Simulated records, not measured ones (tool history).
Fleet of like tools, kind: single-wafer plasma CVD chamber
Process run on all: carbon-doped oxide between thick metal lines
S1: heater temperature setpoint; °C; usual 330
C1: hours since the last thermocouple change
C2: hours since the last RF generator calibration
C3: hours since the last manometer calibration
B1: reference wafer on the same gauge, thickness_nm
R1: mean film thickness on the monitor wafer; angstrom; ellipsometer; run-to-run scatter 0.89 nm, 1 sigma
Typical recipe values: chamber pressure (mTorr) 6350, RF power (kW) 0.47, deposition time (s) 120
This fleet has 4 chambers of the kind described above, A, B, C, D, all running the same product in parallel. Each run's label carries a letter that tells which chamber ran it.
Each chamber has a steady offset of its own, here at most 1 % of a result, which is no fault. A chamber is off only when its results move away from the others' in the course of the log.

At hour 8: chamber B: thermocouple changed; heater temperature recalibrated.
Run 1C, hour 8: usual settings; C1 1913.6; C2 1305.7; C3 635; B1 561.89. Result: R1 6347.4 angstrom.
Run 2B, hour 16.6: usual settings; C1 8.7; C2 490.2; C3 1209.1; B1 561.95. Result: R1 6361.3 angstrom.
Run 3D, hour 28.4: usual settings; C1 964.5; C2 664.5; C3 1693.6; B1 561.86. Result: R1 6331.7 angstrom.
Run 4A, hour 38.2: usual settings; C1 1836.9; C2 641.3; C3 1080.2; B1 561.72. Result: R1 6404.7 angstrom.
Run 5C, hour 52.5: usual settings; C1 1958.1; C2 1350.2; C3 679.5; B1 561.72. Result: R1 6347.3 angstrom.
Run 6D, hour 65.6: usual settings; C1 1001.7; C2 701.7; C3 1730.8; B1 561.3. Result: R1 6333.3 angstrom.
Run 7A, hour 74.1: usual settings; C1 1872.8; C2 677.2; C3 1116.1; B1 561.33. Result: R1 6413.5 angstrom.
Run 8B, hour 89.1: usual settings but chamber pressure (mTorr) 5880; C1 81.2; C2 562.7; C3 1281.6; B1 561.15. Result: R1 6306.7 angstrom.
Run 9A, hour 101.9: usual settings but chamber pressure (mTorr) 5880; C1 1900.6; C2 705; C3 1143.9; B1 561.19. Result: R1 6340.8 angstrom.
Run 10C, hour 114.5: usual settings but chamber pressure (mTorr) 5880; C1 2020.1; C2 1412.2; C3 741.5; B1 561.19. Result: R1 6296.8 angstrom.
Run 11D, hour 124.9: usual settings but chamber pressure (mTorr) 5880; C1 1061; C2 761; C3 1790.1; B1 561.01. Result: R1 6277.5 angstrom.
At hour 134.7: chamber C: thermocouple changed; heater temperature recalibrated.
Run 12B, hour 135.5: usual settings but RF power (kW) 0.52; C1 127.6; C2 609.1; C3 1328; B1 561.04. Result: R1 6768.9 angstrom.
Run 13C, hour 144.6: usual settings but RF power (kW) 0.52; C1 10; C2 1442.3; C3 771.6; B1 560.82. Result: R1 6736.9 angstrom.
Run 14A, hour 157.7: usual settings but RF power (kW) 0.52; C1 1956.4; C2 760.8; C3 1199.7; B1 560.72. Result: R1 6802.5 angstrom.
At hour 164: chamber A: RF generator calibrated.
Run 15B, hour 171.3: usual settings but RF power (kW) 0.52; C1 163.4; C2 644.9; C3 1363.8; B1 560.62. Result: R1 6769.6 angstrom.
Run 16D, hour 182.6: usual settings; C1 1118.7; C2 818.7; C3 1847.8; B1 560.54. Result: R1 6334.4 angstrom.
Run 17A, hour 196.1: usual settings; C1 1994.8; C2 32.1; C3 1238.1; B1 560.67. Result: R1 6391.9 angstrom.
Run 18B, hour 204.6: usual settings; C1 196.7; C2 678.2; C3 1397.1; B1 560.34. Result: R1 6341.9 angstrom.
Run 19C, hour 218.2: usual settings but RF power (kW) 0.545, deposition time (s) 135; C1 83.6; C2 1515.9; C3 845.2; B1 560.36. Result: R1 7789.6 angstrom.
Run 20D, hour 228.8: usual settings but RF power (kW) 0.545, deposition time (s) 135; C1 1164.9; C2 864.9; C3 1894; B1 560.55. Result: R1 7813.6 angstrom.
Run 21B, hour 238.6: usual settings but RF power (kW) 0.545, deposition time (s) 135; C1 230.7; C2 712.2; C3 1431.1; B1 560.21. Result: R1 7801.7 angstrom.
Run 22A, hour 252: usual settings but RF power (kW) 0.545, deposition time (s) 135; C1 2050.7; C2 88; C3 1294; B1 559.99. Result: R1 7881.7 angstrom.
Run 23D, hour 263.9: usual settings; C1 1200; C2 900; C3 1929.1; B1 560. Result: R1 6325.1 angstrom.
Run 24C, hour 276.6: usual settings; C1 142; C2 1574.3; C3 903.6; B1 560.06. Result: R1 6328.9 angstrom.
At hour 292.1: chamber C: RF generator calibrated.
Run 25B, hour 292.1: usual settings; C1 284.2; C2 765.7; C3 1484.6; B1 560.03. Result: R1 6314.6 angstrom.
Run 26D, hour 304.8: usual settings; C1 1240.9; C2 940.9; C3 1970; B1 559.89. Result: R1 6317.4 angstrom.
Run 27A, hour 315.4: usual settings but deposition time (s) 136; C1 2114.1; C2 151.4; C3 1357.4; B1 559.62. Result: R1 7217.7 angstrom.
Run 28C, hour 329: usual settings but deposition time (s) 136; C1 194.4; C2 36.9; C3 956; B1 559.77. Result: R1 7164.8 angstrom.
Run 29B, hour 343.6: usual settings but deposition time (s) 136; C1 335.7; C2 817.2; C3 1536.1; B1 559.5. Result: R1 7185.2 angstrom.
Run 30A, hour 350.6: usual settings but deposition time (s) 136; C1 2149.3; C2 186.6; C3 1392.6; B1 559.3. Result: R1 7219.3 angstrom.
Run 31C, hour 363.1: usual settings; C1 228.5; C2 71; C3 990.1; B1 559.59. Result: R1 6313.4 angstrom.
At hour 368.4: chamber A: thermocouple changed; heater temperature recalibrated.
Run 32D, hour 374.3: usual settings; C1 1310.4; C2 1010.4; C3 2039.5; B1 559.2. Result: R1 6310.9 angstrom.
Run 33A, hour 389.5: usual settings; C1 21.1; C2 225.5; C3 1431.5; B1 559.32. Result: R1 6380 angstrom.
Run 34C, hour 404.8: usual settings; C1 270.2; C2 112.7; C3 1031.8; B1 559.23. Result: R1 6320.8 angstrom.
Run 35D, hour 411.6: usual settings; C1 1347.7; C2 1047.7; C3 2076.8; B1 559. Result: R1 6289.8 angstrom.
Run 36B, hour 422.2: usual settings; C1 414.3; C2 895.8; C3 1614.7; B1 558.97. Result: R1 6312.8 angstrom.
Run 37C, hour 429.8: usual settings; C1 295.2; C2 137.7; C3 1056.8; B1 558.99. Result: R1 6317.2 angstrom.
Run 38D, hour 440.3: usual settings; C1 1376.4; C2 1076.4; C3 2105.5; B1 559.04. Result: R1 6310.5 angstrom.

Each of the 4 chambers runs these same settings next. Fill in every chamber's results:
Run 39A, hour 451.4: usual settings but S1 344 °C. Result: R1 ?.
Run 39B, hour 451.4: usual settings but S1 344 °C. Result: R1 ?.
Run 39C, hour 451.4: usual settings but S1 344 °C. Result: R1 ?.
Run 39D, hour 451.4: usual settings but S1 344 °C. Result: R1 ?.

run      R1
39A  6121.1
39B  6073.9
39C  6059.4
39D  6043.8

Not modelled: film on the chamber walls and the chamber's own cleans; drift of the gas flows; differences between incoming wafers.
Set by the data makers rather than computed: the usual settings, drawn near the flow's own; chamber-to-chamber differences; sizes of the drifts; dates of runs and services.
